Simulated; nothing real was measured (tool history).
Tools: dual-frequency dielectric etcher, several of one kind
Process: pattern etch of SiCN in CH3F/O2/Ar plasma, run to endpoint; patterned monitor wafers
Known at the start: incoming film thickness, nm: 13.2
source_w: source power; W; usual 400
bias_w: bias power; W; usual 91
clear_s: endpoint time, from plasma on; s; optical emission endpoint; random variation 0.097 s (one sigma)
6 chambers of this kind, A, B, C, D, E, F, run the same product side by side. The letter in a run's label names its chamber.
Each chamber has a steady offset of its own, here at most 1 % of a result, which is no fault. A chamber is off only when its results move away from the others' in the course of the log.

run 1C hour=2.6 | source_w=400 bias_w=91 | clear_s=32.318
run 2B hour=8 | source_w=400 bias_w=91 | clear_s=32.6
run 3E hour=11.3 | source_w=400 bias_w=91 | clear_s=32.156
run 4A hour=16.3 | source_w=400 bias_w=91 | clear_s=32.59
run 5F hour=20.3 | source_w=400 bias_w=91 | clear_s=32.452
run 6D hour=25.2 | source_w=400 bias_w=91 | clear_s=32.198
run 7C hour=28.3 | source_w=400 bias_w=91 | clear_s=32.361
run 8D hour=30.9 | source_w=400 bias_w=91 | clear_s=32.113
-- hour=32.4 chamber D: wet clean of the chamber
run 9B hour=33.7 | source_w=400 bias_w=91 | clear_s=32.584
run 10A hour=36.1 | source_w=400 bias_w=91 | clear_s=32.581
run 11E hour=40.9 | source_w=400 bias_w=91 | clear_s=32.043
run 12F hour=43.5 | source_w=400 bias_w=91 | clear_s=32.75
run 13B hour=48.1 | source_w=400 bias_w=91 | clear_s=32.514
run 14D hour=52 | source_w=400 bias_w=91 | clear_s=32.117
run 15A hour=54.9 | source_w=400 bias_w=91 | clear_s=32.568
run 16F hour=58.1 | source_w=340 bias_w=91 | clear_s=34.564
run 17E hour=61.4 | source_w=340 bias_w=91 | clear_s=34.122
run 18C hour=64.9 | source_w=340 bias_w=91 | clear_s=34.28
run 19F hour=67.3 | source_w=340 bias_w=91 | clear_s=34.724
run 20C hour=71.5 | source_w=340 bias_w=91 | clear_s=34.363
run 21B hour=77 | source_w=340 bias_w=91 | clear_s=34.511
run 22E hour=81.8 | source_w=470 bias_w=91 | clear_s=30.332
run 23A hour=85 | source_w=470 bias_w=91 | clear_s=30.61
run 24D hour=88 | source_w=470 bias_w=91 | clear_s=30.369
-- hour=90 chamber A: wet clean of the chamber
run 25A hour=90.9 | source_w=470 bias_w=91 | clear_s=30.698
run 26F hour=93.8 | source_w=470 bias_w=91 | clear_s=30.971
run 27C hour=96.9 | source_w=470 bias_w=91 | clear_s=30.473
run 28E hour=101.2 | source_w=400 bias_w=91 | clear_s=32.226
run 29D hour=106 | source_w=330 bias_w=105 | clear_s=32.812
run 30B hour=108.5 | source_w=330 bias_w=105 | clear_s=33.075
run 31C hour=113.1 | source_w=330 bias_w=105 | clear_s=32.776
run 32F hour=117.9 | source_w=330 bias_w=105 | clear_s=33.636
-- hour=120.7 chamber C: bias power generator calibrated
run 33E hour=120.9 | source_w=330 bias_w=105 | clear_s=32.646
run 34A hour=124.4 | source_w=330 bias_w=105 | clear_s=32.895
run 35D hour=129.6 | source_w=400 bias_w=91 | clear_s=31.965
run 36B hour=134.4 | source_w=400 bias_w=91 | clear_s=32.433
run 37B hour=139.7 | source_w=370 bias_w=80 | clear_s=35.098
run 38E hour=142.9 | source_w=370 bias_w=80 | clear_s=34.726
run 39D hour=148 | source_w=370 bias_w=80 | clear_s=34.695
run 40F hour=150.9 | source_w=370 bias_w=80 | clear_s=36.093
run 41C hour=155.2 | source_w=370 bias_w=80 | clear_s=34.828
run 42A hour=160 | source_w=370 bias_w=80 | clear_s=35.091
run 43F hour=163.6 | source_w=400 bias_w=91 | clear_s=33.369

All 6 chambers run these settings next. Forecast each chamber's results:
run 44A hour=167.5 | source_w=400 bias_w=91 | clear_s=?
run 44B hour=167.5 | source_w=400 bias_w=91 | clear_s=?
run 44C hour=167.5 | source_w=400 bias_w=91 | clear_s=?
run 44D hour=167.5 | source_w=400 bias_w=91 | clear_s=?
run 44E hour=167.5 | source_w=400 bias_w=91 | clear_s=?
run 44F hour=167.5 | source_w=400 bias_w=91 | clear_s=?

run=44A clear_s=32.47
run=44B clear_s=32.408
run=44C clear_s=32.31
run=44D clear_s=32.015
run=44E clear_s=32.285
run=44F clear_s=33.338

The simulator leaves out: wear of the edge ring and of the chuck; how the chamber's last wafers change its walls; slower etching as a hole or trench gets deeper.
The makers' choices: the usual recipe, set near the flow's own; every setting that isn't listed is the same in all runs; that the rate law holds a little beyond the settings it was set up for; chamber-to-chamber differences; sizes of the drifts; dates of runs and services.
